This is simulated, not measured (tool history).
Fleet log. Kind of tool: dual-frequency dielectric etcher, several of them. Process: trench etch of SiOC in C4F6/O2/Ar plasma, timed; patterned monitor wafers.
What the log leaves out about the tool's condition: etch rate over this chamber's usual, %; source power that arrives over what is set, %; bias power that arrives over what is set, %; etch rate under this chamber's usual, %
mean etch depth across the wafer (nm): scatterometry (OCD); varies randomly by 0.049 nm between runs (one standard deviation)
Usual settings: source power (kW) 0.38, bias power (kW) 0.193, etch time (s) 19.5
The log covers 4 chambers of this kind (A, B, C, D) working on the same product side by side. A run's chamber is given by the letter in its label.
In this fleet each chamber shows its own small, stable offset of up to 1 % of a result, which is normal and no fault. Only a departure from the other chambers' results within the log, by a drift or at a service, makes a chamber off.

| run | hour | source power (kW) | bias power (kW) | etch time (s) | hours since the last wet clean | hours since the last source power generator calibration | hours since the last bias power generator calibration | read-back reference wafer on the same gauge, depth_nm | mean etch depth across the wafer (nm) |
|---|---|---|---|---|---|---|---|---|---|
| 1D | 7.5 | 0.38 | 0.193 | 19.5 | 343.9 | 3841.6 | 1529 | 44.282 | 40.359 |
|  | 9.3 | chamber D: source power generator calibrated |
| 2A | 17.6 | 0.38 | 0.193 | 19.5 | 338.2 | 3187 | 3007.9 | 44.261 | 40.467 |
| 3C | 25.6 | 0.38 | 0.193 | 19.5 | 455 | 220.1 | 1085.7 | 44.268 | 40.773 |
| 4B | 35.6 | 0.38 | 0.193 | 19.5 | 452.9 | 4224.4 | 135.3 | 44.252 | 40.933 |
| 5D | 43.4 | 0.38 | 0.193 | 19.5 | 379.8 | 34.2 | 1564.9 | 44.244 | 40.323 |
|  | 50.3 | chamber A: wet clean of the chamber |
| 6A | 52.6 | 0.38 | 0.178 | 14.5 | 2.3 | 3222 | 3042.9 | 44.238 | 29.295 |
|  | 58.2 | chamber B: source power generator calibrated |
| 7C | 61.1 | 0.38 | 0.178 | 14.5 | 490.5 | 255.6 | 1121.2 | 44.227 | 29.469 |
| 8B | 68.4 | 0.38 | 0.178 | 14.5 | 485.7 | 10.2 | 168.1 | 44.233 | 29.583 |
| 9A | 73.8 | 0.38 | 0.178 | 14.5 | 23.5 | 3243.2 | 3064.1 | 44.213 | 29.328 |
| 10C | 83.4 | 0.38 | 0.193 | 19.5 | 512.8 | 277.9 | 1143.5 | 44.208 | 40.656 |
| 11B | 88.1 | 0.38 | 0.193 | 19.5 | 505.4 | 29.9 | 187.8 | 44.21 | 40.738 |
| 12D | 97.2 | 0.38 | 0.193 | 19.5 | 433.6 | 88 | 1618.7 | 44.182 | 40.33 |
| 13D | 106.6 | 0.38 | 0.193 | 19.5 | 443 | 97.4 | 1628.1 | 44.179 | 40.307 |
| 14A | 111 | 0.38 | 0.193 | 19.5 | 60.7 | 3280.4 | 3101.3 | 44.166 | 40.328 |
| 15C | 115.4 | 0.38 | 0.159 | 17.5 | 544.8 | 309.9 | 1175.5 | 44.166 | 34.281 |
| 16B | 122.8 | 0.38 | 0.159 | 17.5 | 540.1 | 64.6 | 222.5 | 44.16 | 34.352 |
| 17D | 130 | 0.38 | 0.159 | 17.5 | 466.4 | 120.8 | 1651.5 | 44.151 | 33.962 |
|  | 132.1 | chamber C: wet clean of the chamber |
| 18A | 135.9 | 0.38 | 0.159 | 17.5 | 85.6 | 3305.3 | 3126.2 | 44.149 | 34.08 |
| 19C | 141.9 | 0.38 | 0.193 | 19.5 | 9.8 | 336.4 | 1202 | 44.15 | 40.618 |
| 20B | 149.6 | 0.38 | 0.174 | 19.5 | 566.9 | 91.4 | 249.3 | 44.133 | 39.368 |
| 21D | 159.3 | 0.38 | 0.174 | 19.5 | 495.7 | 150.1 | 1680.8 | 44.121 | 39.068 |
| 22B | 168.4 | 0.38 | 0.174 | 19.5 | 585.7 | 110.2 | 268.1 | 44.101 | 39.401 |
| 23A | 173.4 | 0.38 | 0.174 | 19.5 | 123.1 | 3342.8 | 3163.7 | 44.098 | 38.963 |
| 24C | 183.4 | 0.38 | 0.193 | 19.5 | 51.3 | 377.9 | 1243.5 | 44.093 | 40.505 |
| 25B | 189.6 | 0.38 | 0.193 | 19.5 | 606.9 | 131.4 | 289.3 | 44.093 | 40.718 |

One chamber off, gauge drift, or nothing amiss beyond the chambers' own small offsets? If it is a chamber, which one, and what is the likeliest cause?

None of the chambers is off. What moves is the gauge, dragging all their readings along together.
Most likely cause: gauge reads low (%) = 0.499.
